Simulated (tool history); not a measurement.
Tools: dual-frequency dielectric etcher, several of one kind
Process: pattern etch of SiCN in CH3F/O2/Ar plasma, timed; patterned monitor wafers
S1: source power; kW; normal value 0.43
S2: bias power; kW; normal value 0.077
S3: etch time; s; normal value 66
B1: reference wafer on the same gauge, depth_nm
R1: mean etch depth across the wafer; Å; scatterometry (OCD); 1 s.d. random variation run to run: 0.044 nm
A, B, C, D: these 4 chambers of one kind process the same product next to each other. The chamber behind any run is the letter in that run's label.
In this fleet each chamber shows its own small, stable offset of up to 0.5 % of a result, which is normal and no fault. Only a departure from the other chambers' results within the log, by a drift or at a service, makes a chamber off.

{"run": "1C", "day": 0.246, "S1": 0.43, "S2": 0.077, "S3": 66, "B1": 30.486, "R1": 259.9}
{"run": "2D", "day": 0.708, "S1": 0.43, "S2": 0.077, "S3": 66, "B1": 30.486, "R1": 259.21}
{"run": "3B", "day": 1.046, "S1": 0.43, "S2": 0.077, "S3": 66, "B1": 30.469, "R1": 259.42}
{"run": "4A", "day": 1.4, "S1": 0.43, "S2": 0.077, "S3": 66, "B1": 30.472, "R1": 261.83}
{"run": "5B", "day": 1.642, "S1": 0.43, "S2": 0.077, "S3": 66, "B1": 30.456, "R1": 259.98}
{"run": "6C", "day": 2.1, "S1": 0.43, "S2": 0.077, "S3": 66, "B1": 30.436, "R1": 259.6}
{"run": "7A", "day": 2.308, "S1": 0.43, "S2": 0.077, "S3": 66, "B1": 30.454, "R1": 261.48}
{"run": "8D", "day": 2.721, "S1": 0.52, "S2": 0.077, "S3": 84.5, "B1": 30.446, "R1": 355.99}
{"run": "9B", "day": 2.988, "S1": 0.52, "S2": 0.077, "S3": 84.5, "B1": 30.43, "R1": 356.27}
{"run": "10D", "day": 3.267, "S1": 0.52, "S2": 0.077, "S3": 84.5, "B1": 30.427, "R1": 355.94}
{"run": "11A", "day": 3.704, "S1": 0.52, "S2": 0.077, "S3": 84.5, "B1": 30.415, "R1": 357.22}
{"run": "12C", "day": 4.162, "S1": 0.43, "S2": 0.077, "S3": 66, "B1": 30.417, "R1": 259.18}
{"run": "13B", "day": 4.5, "S1": 0.43, "S2": 0.077, "S3": 66, "B1": 30.411, "R1": 259.29}
{"run": "14C", "day": 4.883, "S1": 0.43, "S2": 0.077, "S3": 66, "B1": 30.397, "R1": 259.61}
{"run": "15A", "day": 5.154, "S1": 0.43, "S2": 0.077, "S3": 76.5, "B1": 30.382, "R1": 302.18}
{"run": "16D", "day": 5.496, "S1": 0.43, "S2": 0.077, "S3": 76.5, "B1": 30.384, "R1": 300.62}
{"run": "17B", "day": 5.883, "S1": 0.43, "S2": 0.077, "S3": 76.5, "B1": 30.384, "R1": 300.91}
{"run": "18D", "day": 6.092, "S1": 0.43, "S2": 0.077, "S3": 76.5, "B1": 30.376, "R1": 299.13}
{"run": "19A", "day": 6.467, "S1": 0.43, "S2": 0.077, "S3": 66, "B1": 30.364, "R1": 259.97}
{"run": "20C", "day": 6.688, "S1": 0.43, "S2": 0.077, "S3": 66, "B1": 30.355, "R1": 259.24}
{"run": "21A", "day": 7.1, "S1": 0.43, "S2": 0.077, "S3": 66, "B1": 30.361, "R1": 260.39}
{"run": "22C", "day": 7.317, "S1": 0.43, "S2": 0.077, "S3": 66, "B1": 30.364, "R1": 259.19}
{"run": "23D", "day": 7.612, "S1": 0.43, "S2": 0.077, "S3": 66, "B1": 30.36, "R1": 258.71}
{"run": "24B", "day": 7.838, "S1": 0.43, "S2": 0.077, "S3": 83, "B1": 30.339, "R1": 326.05}
{"run": "25A", "day": 8.25, "S1": 0.43, "S2": 0.077, "S3": 83, "B1": 30.343, "R1": 327.12}
{"run": "26D", "day": 8.604, "S1": 0.43, "S2": 0.077, "S3": 83, "B1": 30.331, "R1": 324.8}
{"run": "27B", "day": 8.825, "S1": 0.43, "S2": 0.077, "S3": 83, "B1": 30.322, "R1": 325.36}
{"day": 9.258, "done": "chamber C: wet clean of the chamber"}
{"run": "28C", "day": 9.288, "S1": 0.43, "S2": 0.077, "S3": 66, "B1": 30.298, "R1": 258.63}
{"run": "29A", "day": 9.492, "S1": 0.43, "S2": 0.077, "S3": 66, "B1": 30.308, "R1": 259.66}
{"run": "30D", "day": 9.862, "S1": 0.43, "S2": 0.077, "S3": 66, "B1": 30.289, "R1": 257.86}
{"run": "31B", "day": 10.221, "S1": 0.43, "S2": 0.077, "S3": 66, "B1": 30.277, "R1": 258.04}

For the next run the whole fleet of 4 chambers uses the same settings. Give each chamber's results:
{"run": "32A", "day": 10.55, "S1": 0.43, "S2": 0.077, "S3": 76, "R1": "?"}
{"run": "32B", "day": 10.55, "S1": 0.43, "S2": 0.077, "S3": 76, "R1": "?"}
{"run": "32C", "day": 10.55, "S1": 0.43, "S2": 0.077, "S3": 76, "R1": "?"}
{"run": "32D", "day": 10.55, "S1": 0.43, "S2": 0.077, "S3": 76, "R1": "?"}

run=32A R1=298.85
run=32B R1=297.36
run=32C R1=297.32
run=32D R1=295.94
